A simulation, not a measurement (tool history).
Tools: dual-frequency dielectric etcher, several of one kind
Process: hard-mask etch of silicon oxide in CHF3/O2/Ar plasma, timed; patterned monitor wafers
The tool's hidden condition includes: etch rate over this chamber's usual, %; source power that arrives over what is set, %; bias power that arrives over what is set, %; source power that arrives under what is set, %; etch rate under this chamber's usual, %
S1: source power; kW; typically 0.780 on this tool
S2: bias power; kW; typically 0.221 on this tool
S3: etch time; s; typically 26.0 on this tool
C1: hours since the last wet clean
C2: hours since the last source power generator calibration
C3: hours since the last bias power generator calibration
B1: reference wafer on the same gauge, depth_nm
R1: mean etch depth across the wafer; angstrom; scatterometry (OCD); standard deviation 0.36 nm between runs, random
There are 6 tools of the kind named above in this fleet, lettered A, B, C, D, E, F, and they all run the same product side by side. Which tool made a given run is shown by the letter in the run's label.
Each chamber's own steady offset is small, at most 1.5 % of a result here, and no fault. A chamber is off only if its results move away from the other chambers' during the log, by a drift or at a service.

run	day	S1	S2	S3	C1	C2	C3	B1	R1
1E	0.179	0.780	0.221	26.0	178.1	1165.7	1581.0	60.111	615.38
2F	0.367	0.780	0.221	26.0	312.2	3179.2	1517.0	60.095	622.93
3D	0.558	0.780	0.221	26.0	96.8	3062.3	669.0	59.991	610.21
4C	0.796	0.780	0.221	26.0	462.5	1057.8	3519.7	60.094	607.35
5B	0.929	0.780	0.221	26.0	403.9	3114.9	2646.7	60.115	606.16
# day 1.004: chamber E: bias power generator calibrated
6A	1.112	0.780	0.221	26.0	168.5	216.5	463.3	60.067	604.17
7E	1.342	0.780	0.241	26.0	206.0	1193.6	8.1	60.018	633.39
8D	1.521	0.780	0.241	26.0	119.9	3085.4	692.1	60.160	624.90
9A	1.658	0.780	0.241	26.0	181.6	229.6	476.4	60.141	620.58
10B	1.921	0.780	0.241	26.0	427.7	3138.7	2670.5	60.070	633.70
11C	2.183	0.780	0.241	26.0	495.8	1091.1	3553.0	60.122	621.27
# day 2.346: chamber F: bias power generator calibrated
12F	2.425	0.780	0.241	26.0	361.6	3228.6	1.9	60.102	632.72
13E	2.596	0.780	0.221	26.0	236.1	1223.7	38.2	60.117	617.13
14A	2.729	0.780	0.221	26.0	207.3	255.3	502.1	60.119	607.81
15B	2.879	0.860	0.221	26.0	450.7	3161.7	2693.5	60.052	628.59
16D	3.008	0.860	0.221	26.0	155.6	3121.1	727.8	60.036	635.64
17C	3.242	0.860	0.221	26.0	521.2	1116.5	3578.4	60.078	633.95
18F	3.400	0.860	0.221	26.0	385.0	3252.0	25.3	60.041	638.15
19A	3.558	0.860	0.221	26.0	227.2	275.2	522.0	60.096	633.10
20B	3.754	0.860	0.221	26.0	471.7	3182.7	2714.5	60.060	635.31
21C	3.888	0.780	0.221	26.0	536.7	1132.0	3593.9	60.197	610.15
22E	4.133	0.780	0.221	26.0	273.0	1260.6	75.1	60.007	616.42
# day 4.212: chamber C: bias power generator calibrated
23D	4.329	0.590	0.170	26.0	187.3	3152.8	759.5	60.074	504.22
24F	4.558	0.590	0.170	26.0	412.8	3279.8	53.1	60.060	508.61
25F	4.729	0.590	0.170	26.0	416.9	3283.9	57.2	60.099	510.61
26A	4.846	0.590	0.170	26.0	258.1	306.1	552.9	60.036	498.45
27E	5.004	0.590	0.170	26.0	293.9	1281.5	96.0	60.108	506.78
# day 5.038: chamber B: wet clean of the chamber
28D	5.196	0.590	0.170	26.0	208.1	3173.6	780.3	60.148	501.43
29B	5.321	0.780	0.221	26.0	6.8	3220.3	2752.1	60.120	612.82
30C	5.475	0.780	0.221	26.0	574.8	1170.1	30.3	60.086	604.12
31F	5.642	0.780	0.221	26.0	438.8	3305.8	79.1	60.137	614.48
32B	5.775	0.780	0.221	26.0	17.7	3231.2	2763.0	60.075	613.33
33E	5.908	0.780	0.221	26.0	315.6	1303.2	117.7	60.056	619.57
34C	6.112	0.670	0.272	26.0	590.1	1185.4	45.6	60.181	619.14
35D	6.250	0.670	0.272	26.0	233.4	3198.9	805.6	60.082	615.89
36A	6.404	0.670	0.272	26.0	295.5	343.5	590.3	60.127	615.53
37A	6.542	0.670	0.272	26.0	298.8	346.8	593.6	60.062	613.94
# day 6.729: chamber C: wet clean of the chamber
38B	6.750	0.670	0.272	26.0	41.1	3254.6	2786.4	60.101	621.34
39D	6.862	0.670	0.272	26.0	248.1	3213.6	820.3	60.021	615.24
40E	7.083	0.780	0.221	26.0	343.8	1331.4	145.9	60.116	619.69
41C	7.258	0.780	0.221	26.0	12.7	1212.9	73.1	60.035	612.86

Next, every chamber runs the same settings. What will each give?
42A	7.446	0.780	0.221	22.5					?
42B	7.446	0.780	0.221	22.5					?
42C	7.446	0.780	0.221	22.5					?
42D	7.446	0.780	0.221	22.5					?
42E	7.446	0.780	0.221	22.5					?
42F	7.446	0.780	0.221	22.5					?

run	R1
42A	523.71
42B	528.53
42C	527.28
42D	522.74
42E	530.87
42F	535.21

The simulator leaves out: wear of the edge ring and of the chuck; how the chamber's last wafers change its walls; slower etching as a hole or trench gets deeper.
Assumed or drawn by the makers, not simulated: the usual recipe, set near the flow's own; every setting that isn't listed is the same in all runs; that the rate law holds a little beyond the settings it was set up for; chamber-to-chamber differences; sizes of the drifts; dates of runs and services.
